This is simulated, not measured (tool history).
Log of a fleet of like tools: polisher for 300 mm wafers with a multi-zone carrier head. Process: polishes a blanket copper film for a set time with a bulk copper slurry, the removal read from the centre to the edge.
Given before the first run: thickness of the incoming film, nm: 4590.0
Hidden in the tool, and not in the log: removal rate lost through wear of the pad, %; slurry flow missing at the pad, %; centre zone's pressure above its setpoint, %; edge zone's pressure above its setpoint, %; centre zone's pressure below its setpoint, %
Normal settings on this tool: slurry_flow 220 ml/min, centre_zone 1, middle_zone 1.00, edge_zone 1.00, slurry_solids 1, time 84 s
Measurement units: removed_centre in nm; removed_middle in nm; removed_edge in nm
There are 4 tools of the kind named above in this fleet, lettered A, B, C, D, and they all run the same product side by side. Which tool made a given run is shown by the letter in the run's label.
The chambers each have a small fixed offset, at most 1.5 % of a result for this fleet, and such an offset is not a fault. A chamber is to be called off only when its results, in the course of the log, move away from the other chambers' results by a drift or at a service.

run	hour	slurry_flow	centre_zone	middle_zone	edge_zone	slurry_solids	time	wafers polished on this pad	hours since the slurry nozzle was cleaned	hours since the centre zone pressure was calibrated	hours since the edge zone pressure was calibrated	removed_centre	removed_middle	removed_edge
1A	12.2	220	1	1.00	1.00	1	84	757	334.5	137.2	1077.0	783.31	777.80	774.31
2B	18.6	220	1	1.00	1.00	1	84	677	277.2	703.0	812.5	772.07	760.34	782.10
# hour 29.9: chamber C: worn pad replaced by a new one
3C	33.1	220	1	1.00	1.00	1	84	35	688.2	753.1	1018.5	773.04	786.69	760.74
4D	44.6	220	1	1.00	1.00	1	84	732	126.8	282.1	77.4	767.70	771.96	780.26
# hour 46.1: chamber A: edge zone pressure recalibrated
5A	58.1	220	1	1.00	1.00	1	84	1266	380.4	183.1	12.1	783.27	757.61	787.92
# hour 58.9: chamber A: worn pad replaced by a new one
# hour 64.5: chamber B: worn pad replaced by a new one
6D	71.2	180	1	1.00	1.00	1	64	1027	153.4	308.7	104.0	577.34	581.52	569.28
7C	80.3	180	1	1.00	1.00	1	64	559	735.4	800.3	1065.7	572.70	575.99	567.67
8B	91.9	180	1	1.00	1.00	1	64	304	350.5	776.3	885.8	565.43	572.10	577.30
# hour 96.7: chamber D: worn pad replaced by a new one
# hour 103.3: chamber C: worn pad replaced by a new one
9A	105.5	180	1	1.00	1.00	1	64	517	427.8	230.5	59.5	574.70	561.11	568.48
10D	113.2	220	1	1.00	1.00	1	84	184	195.4	350.7	146.0	786.48	785.62	790.26
11C	127.1	220	1	1.00	1.00	1	84	264	782.2	847.1	1112.5	779.94	784.44	766.13
12B	140.5	220	1	1.00	1.00	1	84	843	399.1	824.9	934.4	772.69	753.99	760.79
13B	154.3	220	1	1.00	1.00	1	84	996	412.9	838.7	948.2	769.54	772.29	764.55
# hour 157.4: chamber B: worn pad replaced by a new one
14C	165.4	220	1	1.00	1.00	1	84	689	820.5	885.4	1150.8	778.84	779.11	778.54
# hour 171.5: chamber C: worn pad replaced by a new one
15D	177.8	220	1	1.00	1.00	1	84	900	260.0	415.3	210.6	772.84	771.51	784.70
16A	184.6	220	1	1.00	1.00	1	84	1395	506.9	309.6	138.6	794.18	773.83	775.84
17C	191.4	220	1	1.00	1.00	1	84	220	846.5	911.4	1176.8	777.51	760.39	770.76
# hour 191.5: chamber A: worn pad replaced by a new one
18D	198.4	220	1	1.00	1.00	1	84	1128	280.6	435.9	231.2	776.74	783.30	769.65
19A	206.2	220	1	1.00	1.00	1	84	163	528.5	331.2	160.2	779.83	765.33	771.97
# hour 207.8: chamber D: centre zone pressure recalibrated
# hour 211.8: chamber D: worn pad replaced by a new one
20B	215.2	220	1	1.00	1.00	1	84	641	473.8	899.6	1009.1	760.06	758.90	774.49
21B	225.3	220	1	1.00	1.00	1	84	753	483.9	909.7	1019.2	772.73	763.44	774.96
22C	236.4	195	1	1.00	0.94	1	84	720	891.5	956.4	1221.8	760.94	768.52	750.19
# hour 240.7: chamber C: slurry nozzle cleaned
23A	249.1	195	1	1.00	0.94	1	84	638	571.4	374.1	203.1	763.94	754.88	743.88
# hour 251.4: chamber C: worn pad replaced by a new one
24D	260.9	195	1	1.00	0.94	1	84	544	343.1	53.1	293.7	706.21	760.25	750.15
# hour 261.2: chamber B: worn pad replaced by a new one
# hour 264.7: chamber B: edge zone pressure recalibrated
25D	267.4	195	1	1.00	0.94	1	84	616	349.6	59.6	300.2	695.36	746.80	749.21
26C	278.4	220	1	1.00	1.00	1	84	300	37.8	998.4	1263.8	772.05	776.66	758.28
27A	286.2	220	1	1.00	1.00	1	84	1050	608.5	411.2	240.2	778.23	778.76	792.12
28B	293.5	220	1	1.00	1.00	1	84	358	552.1	977.9	28.9	772.79	758.77	776.02
29A	302.3	220	1	1.00	1.00	1	84	1228	624.6	427.3	256.3	780.35	780.68	787.79
30D	315.1	220	1	1.00	1.00	1	84	1145	397.3	107.3	347.9	718.51	772.76	773.99
# hour 320.6: chamber C: worn pad replaced by a new one
31B	323.6	220	1	1.00	1.00	1	84	692	582.2	1008.0	59.0	766.54	785.07	783.88
32C	333.8	220	1	1.00	1.00	1	84	147	93.2	1053.8	1319.2	781.71	781.44	780.51
33C	342.2	220	1	1.11	1.00	1	84	240	101.6	1062.2	1327.6	777.58	834.28	765.56
# hour 343.6: chamber A: worn pad replaced by a new one
# hour 351.6: chamber B: worn pad replaced by a new one
34B	354.3	220	1	1.11	1.00	1	84	30	612.9	1038.7	89.7	769.33	859.34	790.37
35A	368.8	220	1	1.11	1.00	1	84	279	691.1	493.8	322.8	776.29	831.90	759.82

Next, every chamber runs the same settings. What will each give?
36A	379.2	220	1	1.00	1.00	1	69					?	?	?
36B	379.2	220	1	1.00	1.00	1	69					?	?	?
36C	379.2	220	1	1.00	1.00	1	69					?	?	?
36D	379.2	220	1	1.00	1.00	1	69					?	?	?

run	removed_centre	removed_middle	removed_edge
36A	642.41	614.02	649.92
36B	634.11	640.93	640.26
36C	634.88	641.39	636.48
36D	587.94	635.93	641.67

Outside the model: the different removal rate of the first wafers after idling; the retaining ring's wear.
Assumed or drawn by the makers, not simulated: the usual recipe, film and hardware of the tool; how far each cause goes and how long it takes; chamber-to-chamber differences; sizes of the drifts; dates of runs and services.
